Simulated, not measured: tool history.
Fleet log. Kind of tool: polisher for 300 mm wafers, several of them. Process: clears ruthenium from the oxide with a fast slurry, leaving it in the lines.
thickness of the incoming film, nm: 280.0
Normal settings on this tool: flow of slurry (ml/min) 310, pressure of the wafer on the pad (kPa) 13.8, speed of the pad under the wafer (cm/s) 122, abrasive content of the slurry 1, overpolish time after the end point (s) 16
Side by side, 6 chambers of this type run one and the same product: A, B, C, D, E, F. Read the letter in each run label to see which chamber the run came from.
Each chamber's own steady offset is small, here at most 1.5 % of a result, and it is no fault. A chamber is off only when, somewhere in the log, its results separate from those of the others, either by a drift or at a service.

run   hour  flow of slurry (ml/min)  pressure of the wafer on the pad (kPa)  speed of the pad under the wafer (cm/s)  abrasive content of the slurry  overpolish time after the end point (s)  wafers polished on this pad  hours since the slurry nozzle was cleaned  hours since the head pressure was calibrated  hours since the slurry blender was calibrated  time until the end point was called (s)  dishing of a wide line in a test structure (angstrom)
       2.6  -- chamber A: head pressure recalibrated
 1A    4.9                      310                                    13.8                                      122                               1                                       16                          256                                      132.1                                           2.3                                           20.9                                   73.437                                                  499.3
 2C   11.4                      310                                    13.8                                      122                               1                                       16                          197                                        527                                         867.7                                           12.6                                   75.799                                                 489.67
 3D   16.1                      310                                    13.8                                      122                               1                                       16                          291                                      136.7                                          66.7                                          115.8                                   72.049                                                 478.76
 4F   20.9                      310                                    13.8                                      122                               1                                       16                         1363                                      656.8                                         449.6                                          231.6                                   75.822                                                 469.94
 5E   24.7                      310                                    13.8                                      122                               1                                       16                          521                                      440.5                                          87.8                                           95.4                                   73.871                                                 490.58
 6B   27.8                      310                                    13.8                                      122                               1                                       16                          364                                      350.1                                        1119.5                                            134                                   76.827                                                  492.7
 7A   33.9                      310                                    13.8                                      122                               1                                       16                          536                                      161.1                                          31.3                                           49.9                                   73.619                                                 470.34
 8B   39.7                      310                                    13.8                                      122                               1                                       16                          479                                        362                                        1131.4                                          145.9                                   77.625                                                 477.11
      41.3  -- chamber A: worn pad replaced by a new one
 9E   43.6                      310                                    13.8                                      122                               1                                       16                          704                                      459.4                                         106.7                                          114.3                                   75.381                                                 493.98
      44.4  -- chamber F: worn pad replaced by a new one
10D   49.1                      310                                    13.8                                      122                               1                                       16                          610                                      169.7                                          99.7                                          148.8                                   74.739                                                 486.11
11C   52.9                      310                                    13.8                                      122                               1                                       16                          598                                      568.5                                         909.2                                           54.1                                   73.893                                                 495.86
12F   59.1                      310                                    13.8                                      122                               1                                       16                          142                                        695                                         487.8                                          269.8                                   75.249                                                 491.94
      60.6  -- chamber F: slurry blender recalibrated
13D   65.6                      310                                    13.8                                      122                               1                                       16                          770                                      186.2                                         116.2                                          165.3                                   72.899                                                 473.42
14C   70.5                      310                                    13.8                                      122                               1                                       16                          768                                      586.1                                         926.8                                           71.7                                   76.641                                                 468.07
      73.2  -- chamber D: slurry blender recalibrated
      73.7  -- chamber B: worn pad replaced by a new one
15F   74.7                      310                                    13.8                                      122                               1                                       16                          293                                      710.6                                         503.4                                           14.2                                   78.367                                                 484.89
      75.7  -- chamber C: worn pad replaced by a new one
      77.1  -- chamber D: worn pad replaced by a new one
16E   79.8                      310                                    13.8                                      122                               1                                       16                         1055                                      495.6                                         142.9                                          150.5                                   75.724                                                 457.38
17A   84.5                      310                                    13.8                                      122                               1                                       16                          417                                      211.7                                          81.9                                          100.5                                   73.861                                                 491.93
18B   90.8                      310                                    13.8                                      122                               1                                       16                          165                                      413.1                                        1182.5                                            197                                   81.765                                                  453.1
      93.2  -- chamber E: worn pad replaced by a new one
19B   94.7                      310                                    13.8                                      122                               1                                       16                          203                                        417                                        1186.4                                          200.9                                   80.886                                                 469.74
      96.6  -- chamber E: slurry blender recalibrated
20C   99.9                      310                                    13.8                                      122                               1                                       16                          234                                      615.5                                         956.2                                          101.1                                   77.302                                                 493.33
21E  103.7                      310                                    13.8                                      122                            1.25                                       16                          102                                      519.5                                         166.8                                            7.2                                   67.186                                                  518.7
     104.5  -- chamber D: slurry nozzle cleaned
22D  108.6                      310                                    13.8                                      122                            1.25                                       16                          304                                        4.2                                         159.2                                           35.5                                   67.728                                                 546.51
     112.5  -- chamber A: worn pad replaced by a new one
23F    113                      310                                    13.8                                      122                            1.25                                       16                          663                                      748.9                                         541.7                                           52.5                                   70.404                                                  540.9
     114.9  -- chamber F: slurry nozzle cleaned
24A  119.4                      310                                    13.8                                      122                            1.25                                       16                           67                                      246.6                                         116.8                                          135.4                                    67.14                                                 551.54
25A  123.5                      310                                    13.8                                      122                            1.25                                       16                          106                                      250.7                                         120.9                                          139.5                                   69.199                                                  532.9
26F  127.4                      310                                    13.8                                      122                            1.25                                       16                          803                                       12.6                                         556.1                                           66.9                                   67.608                                                  529.3
27E  131.8                      215                                    13.8                                      122                               1                                       16                          374                                      547.6                                         194.9                                           35.3                                   78.278                                                 458.21
28B  135.9                      215                                    13.8                                      122                               1                                       16                          602                                      458.2                                        1227.6                                          242.1                                   84.921                                                 432.58
29D  141.4                      215                                    13.8                                      122                               1                                       16                          622                                         37                                           192                                           68.3                                   77.242                                                 464.92
       146  -- chamber F: head pressure recalibrated
30C  146.9                      215                                    13.8                                      122                               1                                       16                          689                                      662.5                                        1003.2                                          148.1                                   78.361                                                 471.18
31C  149.8                      215                                    13.8                                      122                               1                                       16                          717                                      665.4                                        1006.1                                            151                                   80.918                                                 454.15
32E  153.1                      215                                    13.8                                      122                               1                                       16                          580                                      568.9                                         216.2                                           56.6                                   80.404                                                 455.67
     156.3  -- chamber B: worn pad replaced by a new one
33F  157.4                      310                                    13.8                                      122                               1                                       16                         1093                                       42.6                                          11.5                                           96.9                                   77.805                                                 498.04
34A  163.8                      310                                    13.8                                      122                               1                                       16                          496                                        291                                         161.2                                          179.8                                   74.967                                                 468.33
35B  167.2                      310                                    13.8                                      122                               1                                       16                          105                                      489.5                                        1258.9                                          273.4                                   83.769                                                  436.3
36D  172.1                      310                                    13.8                                      122                               1                                       16                          919                                       67.7                                         222.7                                             99                                   74.815                                                 480.38

The same settings go to every chamber for the next run, one line per chamber below. Forecast the results for each:
37A  176.8                      310                                    17.9                                      122                               1                                       16                                                                                                                                                                                                             ?                                                      ?
37B  176.8                      310                                    17.9                                      122                               1                                       16                                                                                                                                                                                                             ?                                                      ?
37C  176.8                      310                                    17.9                                      122                               1                                       16                                                                                                                                                                                                             ?                                                      ?
37D  176.8                      310                                    17.9                                      122                               1                                       16                                                                                                                                                                                                             ?                                                      ?
37E  176.8                      310                                    17.9                                      122                               1                                       16                                                                                                                                                                                                             ?                                                      ?
37F  176.8                      310                                    17.9                                      122                               1                                       16                                                                                                                                                                                                             ?                                                      ?

run  time until the end point was called (s)  dishing of a wide line in a test structure (angstrom)
37A                                   57.261                                                 608.05
37B                                   65.502                                                 541.57
37C                                   58.157                                                  612.7
37D                                   57.617                                                 625.51
37E                                   56.919                                                 610.17
37F                                   58.531                                                 618.82
